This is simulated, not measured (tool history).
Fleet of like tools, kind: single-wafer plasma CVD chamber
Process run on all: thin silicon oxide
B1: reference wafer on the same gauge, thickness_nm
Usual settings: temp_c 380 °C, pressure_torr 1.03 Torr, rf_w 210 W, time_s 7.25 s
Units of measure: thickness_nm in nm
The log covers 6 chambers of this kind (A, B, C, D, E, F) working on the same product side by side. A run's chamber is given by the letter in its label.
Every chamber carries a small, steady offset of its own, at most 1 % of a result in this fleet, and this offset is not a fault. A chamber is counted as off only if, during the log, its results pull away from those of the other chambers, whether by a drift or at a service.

Run 1F, hour 4.9: usual settings; B1 12.398. Result: thickness_nm 14.127 nm.
Run 2E, hour 11.3: usual settings; B1 12.398. Result: thickness_nm 14.027 nm.
Run 3B, hour 14.4: usual settings; B1 12.398. Result: thickness_nm 14.089 nm.
Run 4D, hour 19.9: usual settings; B1 12.395. Result: thickness_nm 14.229 nm.
Run 5A, hour 26: usual settings but temp_c 373 °C, rf_w 245 W; B1 12.395. Result: thickness_nm 15.25 nm.
Run 6C, hour 28.9: usual settings but temp_c 373 °C, rf_w 245 W; B1 12.393. Result: thickness_nm 15.157 nm.
Run 7F, hour 31.7: usual settings but temp_c 373 °C, rf_w 245 W; B1 12.392. Result: thickness_nm 15.231 nm.
Run 8D, hour 36.4: usual settings but temp_c 373 °C, rf_w 245 W; B1 12.389. Result: thickness_nm 15.317 nm.
Run 9A, hour 42.3: usual settings but temp_c 373 °C, rf_w 245 W; B1 12.389. Result: thickness_nm 15.255 nm.
Run 10C, hour 45.1: usual settings but temp_c 373 °C, rf_w 245 W; B1 12.389. Result: thickness_nm 15.153 nm.
Run 11E, hour 48.3: usual settings; B1 12.386. Result: thickness_nm 14.017 nm.
Run 12B, hour 52: usual settings; B1 12.383. Result: thickness_nm 14.061 nm.
Run 13D, hour 55.5: usual settings; B1 12.387. Result: thickness_nm 14.211 nm.
Run 14A, hour 61.4: usual settings; B1 12.385. Result: thickness_nm 14.103 nm.
Run 15C, hour 66.3: usual settings; B1 12.385. Result: thickness_nm 14.024 nm.
Run 16E, hour 72.1: usual settings; B1 12.381. Result: thickness_nm 14.029 nm.
Run 17B, hour 75.3: usual settings; B1 12.38. Result: thickness_nm 14.04 nm.
Run 18F, hour 80.6: usual settings; B1 12.377. Result: thickness_nm 14.112 nm.
Run 19B, hour 85.6: usual settings but pressure_torr 1.16 Torr, rf_w 225 W; B1 12.379. Result: thickness_nm 15.744 nm.
Run 20D, hour 90.5: usual settings but pressure_torr 1.16 Torr, rf_w 225 W; B1 12.376. Result: thickness_nm 15.884 nm.
Run 21C, hour 94.1: usual settings but pressure_torr 1.16 Torr, rf_w 225 W; B1 12.375. Result: thickness_nm 15.678 nm.
Run 22F, hour 99.3: usual settings but pressure_torr 1.16 Torr, rf_w 225 W; B1 12.375. Result: thickness_nm 15.777 nm.
Run 23A, hour 105.1: usual settings but pressure_torr 1.16 Torr, rf_w 225 W; B1 12.375. Result: thickness_nm 15.792 nm.
Run 24E, hour 108.5: usual settings but pressure_torr 1.16 Torr, rf_w 225 W; B1 12.366. Result: thickness_nm 15.699 nm.
Run 25A, hour 113.2: usual settings; B1 12.368. Result: thickness_nm 14.086 nm.
Run 26C, hour 117.6: usual settings; B1 12.368. Result: thickness_nm 14.023 nm.
Run 27E, hour 123.5: usual settings; B1 12.371. Result: thickness_nm 13.974 nm.
Run 28B, hour 129.8: usual settings; B1 12.369. Result: thickness_nm 14.043 nm.
Run 29D, hour 132.9: usual settings; B1 12.36. Result: thickness_nm 14.168 nm.
Run 30F, hour 136.1: usual settings; B1 12.363. Result: thickness_nm 14.068 nm.
Run 31F, hour 142.5: usual settings but temp_c 369 °C, rf_w 240 W; B1 12.363. Result: thickness_nm 15.104 nm.
Run 32D, hour 148.3: usual settings but temp_c 369 °C, rf_w 240 W; B1 12.362. Result: thickness_nm 15.206 nm.
Run 33B, hour 152.4: usual settings but temp_c 369 °C, rf_w 240 W; B1 12.363. Result: thickness_nm 15.057 nm.
Run 34E, hour 156.2: usual settings but temp_c 369 °C, rf_w 240 W; B1 12.359. Result: thickness_nm 15.004 nm.
Run 35C, hour 162: usual settings but temp_c 369 °C, rf_w 240 W; B1 12.356. Result: thickness_nm 15.024 nm.
Run 36A, hour 166.6: usual settings but temp_c 369 °C, rf_w 240 W; B1 12.356. Result: thickness_nm 15.109 nm.
Run 37C, hour 171.9: usual settings; B1 12.357. Result: thickness_nm 13.991 nm.
Run 38A, hour 176.7: usual settings but pressure_torr 0.88 Torr, rf_w 250 W; B1 12.356. Result: thickness_nm 13.519 nm.
Run 39D, hour 182: usual settings but pressure_torr 0.88 Torr, rf_w 250 W; B1 12.351. Result: thickness_nm 13.543 nm.
Run 40E, hour 187.4: usual settings but pressure_torr 0.88 Torr, rf_w 250 W; B1 12.348. Result: thickness_nm 13.409 nm.
Run 41B, hour 191.3: usual settings but pressure_torr 0.88 Torr, rf_w 250 W; B1 12.351. Result: thickness_nm 13.426 nm.
Run 42F, hour 195.9: usual settings but pressure_torr 0.88 Torr, rf_w 250 W; B1 12.347. Result: thickness_nm 13.513 nm.
Run 43C, hour 202.3: usual settings but pressure_torr 0.88 Torr, rf_w 250 W; B1 12.344. Result: thickness_nm 13.426 nm.

Each of the 6 chambers runs these same settings next. Fill in every chamber's results:
Run 44A, hour 206.8: usual settings. Result: thickness_nm ?.
Run 44B, hour 206.8: usual settings. Result: thickness_nm ?.
Run 44C, hour 206.8: usual settings. Result: thickness_nm ?.
Run 44D, hour 206.8: usual settings. Result: thickness_nm ?.
Run 44E, hour 206.8: usual settings. Result: thickness_nm ?.
Run 44F, hour 206.8: usual settings. Result: thickness_nm ?.

run  thickness_nm
44A         14.08
44B        14.029
44C        13.974
44D        14.155
44E        13.969
44F        14.063
